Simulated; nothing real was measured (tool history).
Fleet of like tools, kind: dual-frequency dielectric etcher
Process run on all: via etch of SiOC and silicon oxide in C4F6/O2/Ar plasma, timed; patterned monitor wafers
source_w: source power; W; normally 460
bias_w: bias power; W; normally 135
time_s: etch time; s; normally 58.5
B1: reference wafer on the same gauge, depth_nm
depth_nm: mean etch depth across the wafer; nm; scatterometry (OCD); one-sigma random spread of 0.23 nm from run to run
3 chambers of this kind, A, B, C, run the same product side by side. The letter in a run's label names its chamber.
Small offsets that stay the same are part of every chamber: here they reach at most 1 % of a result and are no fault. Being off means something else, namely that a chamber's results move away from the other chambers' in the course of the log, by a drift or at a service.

{"run": "1C", "hour": 4.1, "source_w": 460, "bias_w": 135, "time_s": 58.5, "B1": 61.643, "depth_nm": 63.803}
{"run": "2A", "hour": 12.3, "source_w": 460, "bias_w": 135, "time_s": 58.5, "B1": 61.542, "depth_nm": 62.945}
{"run": "3B", "hour": 17.8, "source_w": 460, "bias_w": 135, "time_s": 58.5, "B1": 61.656, "depth_nm": 63.694}
{"run": "4C", "hour": 23.4, "source_w": 460, "bias_w": 135, "time_s": 58.5, "B1": 61.661, "depth_nm": 63.535}
{"run": "5B", "hour": 28.1, "source_w": 350, "bias_w": 150, "time_s": 58.5, "B1": 61.622, "depth_nm": 58.811}
{"run": "6A", "hour": 34.1, "source_w": 350, "bias_w": 150, "time_s": 58.5, "B1": 61.579, "depth_nm": 58.732}
{"run": "7B", "hour": 40.4, "source_w": 350, "bias_w": 150, "time_s": 58.5, "B1": 61.538, "depth_nm": 59.401}
{"run": "8A", "hour": 45.1, "source_w": 460, "bias_w": 135, "time_s": 58.5, "B1": 61.587, "depth_nm": 63.56}
{"run": "9C", "hour": 49.4, "source_w": 460, "bias_w": 135, "time_s": 58.5, "B1": 61.556, "depth_nm": 63.544}
{"run": "10A", "hour": 55.7, "source_w": 460, "bias_w": 135, "time_s": 58.5, "B1": 61.6, "depth_nm": 63.546}
{"run": "11B", "hour": 60.8, "source_w": 550, "bias_w": 135, "time_s": 58.5, "B1": 61.62, "depth_nm": 68.162}
{"run": "12C", "hour": 64.9, "source_w": 550, "bias_w": 135, "time_s": 58.5, "B1": 61.608, "depth_nm": 68.346}
{"run": "13B", "hour": 69.2, "source_w": 550, "bias_w": 135, "time_s": 58.5, "B1": 61.598, "depth_nm": 67.916}
{"run": "14C", "hour": 73.1, "source_w": 460, "bias_w": 135, "time_s": 58.5, "B1": 61.587, "depth_nm": 63.498}
{"run": "15A", "hour": 81.8, "source_w": 460, "bias_w": 135, "time_s": 58.5, "B1": 61.642, "depth_nm": 63.109}
{"run": "16C", "hour": 89.8, "source_w": 460, "bias_w": 104, "time_s": 58.5, "B1": 61.53, "depth_nm": 59.071}
{"run": "17A", "hour": 96.5, "source_w": 460, "bias_w": 104, "time_s": 58.5, "B1": 61.544, "depth_nm": 58.946}
{"run": "18B", "hour": 102.0, "source_w": 460, "bias_w": 104, "time_s": 58.5, "B1": 61.629, "depth_nm": 58.836}
{"run": "19C", "hour": 110.8, "source_w": 460, "bias_w": 135, "time_s": 58.5, "B1": 61.61, "depth_nm": 63.736}
{"hour": 116.6, "done": "chamber B: wet clean of the chamber"}
{"run": "20B", "hour": 117.3, "source_w": 380, "bias_w": 135, "time_s": 58.5, "B1": 61.537, "depth_nm": 61.726}
{"run": "21A", "hour": 123.3, "source_w": 380, "bias_w": 135, "time_s": 58.5, "B1": 61.558, "depth_nm": 58.628}
{"run": "22C", "hour": 127.6, "source_w": 380, "bias_w": 135, "time_s": 58.5, "B1": 61.614, "depth_nm": 59.594}
{"run": "23A", "hour": 133.0, "source_w": 460, "bias_w": 135, "time_s": 58.5, "B1": 61.6, "depth_nm": 63.441}
{"run": "24B", "hour": 141.3, "source_w": 460, "bias_w": 152, "time_s": 72, "B1": 61.522, "depth_nm": 84.71}
{"run": "25C", "hour": 145.5, "source_w": 460, "bias_w": 152, "time_s": 72, "B1": 61.624, "depth_nm": 80.531}
{"hour": 147.1, "done": "chamber C: wet clean of the chamber"}
{"run": "26A", "hour": 152.0, "source_w": 460, "bias_w": 152, "time_s": 72, "B1": 61.625, "depth_nm": 81.155}
{"run": "27B", "hour": 156.7, "source_w": 460, "bias_w": 135, "time_s": 58.5, "B1": 61.581, "depth_nm": 66.617}
{"run": "28C", "hour": 162.0, "source_w": 460, "bias_w": 135, "time_s": 58.5, "B1": 61.63, "depth_nm": 63.84}
{"run": "29A", "hour": 168.3, "source_w": 460, "bias_w": 135, "time_s": 58.5, "B1": 61.587, "depth_nm": 63.742}
{"run": "30B", "hour": 176.1, "source_w": 410, "bias_w": 135, "time_s": 58.5, "B1": 61.613, "depth_nm": 63.025}
{"run": "31B", "hour": 184.4, "source_w": 410, "bias_w": 135, "time_s": 58.5, "B1": 61.533, "depth_nm": 64.01}
{"run": "32C", "hour": 191.5, "source_w": 410, "bias_w": 135, "time_s": 58.5, "B1": 61.603, "depth_nm": 60.658}
{"run": "33A", "hour": 199.2, "source_w": 460, "bias_w": 135, "time_s": 58.5, "B1": 61.548, "depth_nm": 63.457}
{"run": "34B", "hour": 203.8, "source_w": 460, "bias_w": 135, "time_s": 58.5, "B1": 61.567, "depth_nm": 66.001}
{"run": "35C", "hour": 211.3, "source_w": 460, "bias_w": 135, "time_s": 58.5, "B1": 61.633, "depth_nm": 63.477}
{"run": "36A", "hour": 215.9, "source_w": 460, "bias_w": 135, "time_s": 58.5, "B1": 61.602, "depth_nm": 63.07}
{"run": "37C", "hour": 224.3, "source_w": 460, "bias_w": 135, "time_s": 58.5, "B1": 61.573, "depth_nm": 63.24}
{"run": "38B", "hour": 229.4, "source_w": 460, "bias_w": 135, "time_s": 58.5, "B1": 61.657, "depth_nm": 66.408}

Which is it: a chamber that has drifted or been left off by a service, a gauge drift common to all chambers, or only each chamber's usual small offset? If a chamber is off, name it and its likeliest cause.

Chamber B came out of a service off from its peers and stayed that way.
What lies behind it: etch rate over this chamber's usual, % = 4.6.

Here are 4 candidates for chamber B's next run, each the usual settings with a change, their results left as question marks. Which one brings its results back in line with what the others give on the usual settings?
A result is in line if it is within this distance of the other chambers' mean on the usual settings: depth_nm 0.82 nm
{"run": "39B-1", "hour": 235.7, "source_w": 520, "bias_w": 135, "time_s": 58.5, "depth_nm": "?"}
{"run": "39B-2", "hour": 235.7, "source_w": 460, "bias_w": 114, "time_s": 58.5, "depth_nm": "?"}
{"run": "39B-3", "hour": 235.7, "source_w": 480, "bias_w": 135, "time_s": 58.5, "depth_nm": "?"}
{"run": "39B-4", "hour": 235.7, "source_w": 460, "bias_w": 135, "time_s": 57.5, "depth_nm": "?"}

On the usual settings, the other chambers give on average: depth_nm 63.457 nm
run=39B-1 depth_nm=69.532
run=39B-2 depth_nm=63.071
run=39B-3 depth_nm=67.39
run=39B-4 depth_nm=65.148
The answer is 39B-2, which returns the chamber to within the allowed miss of the others.
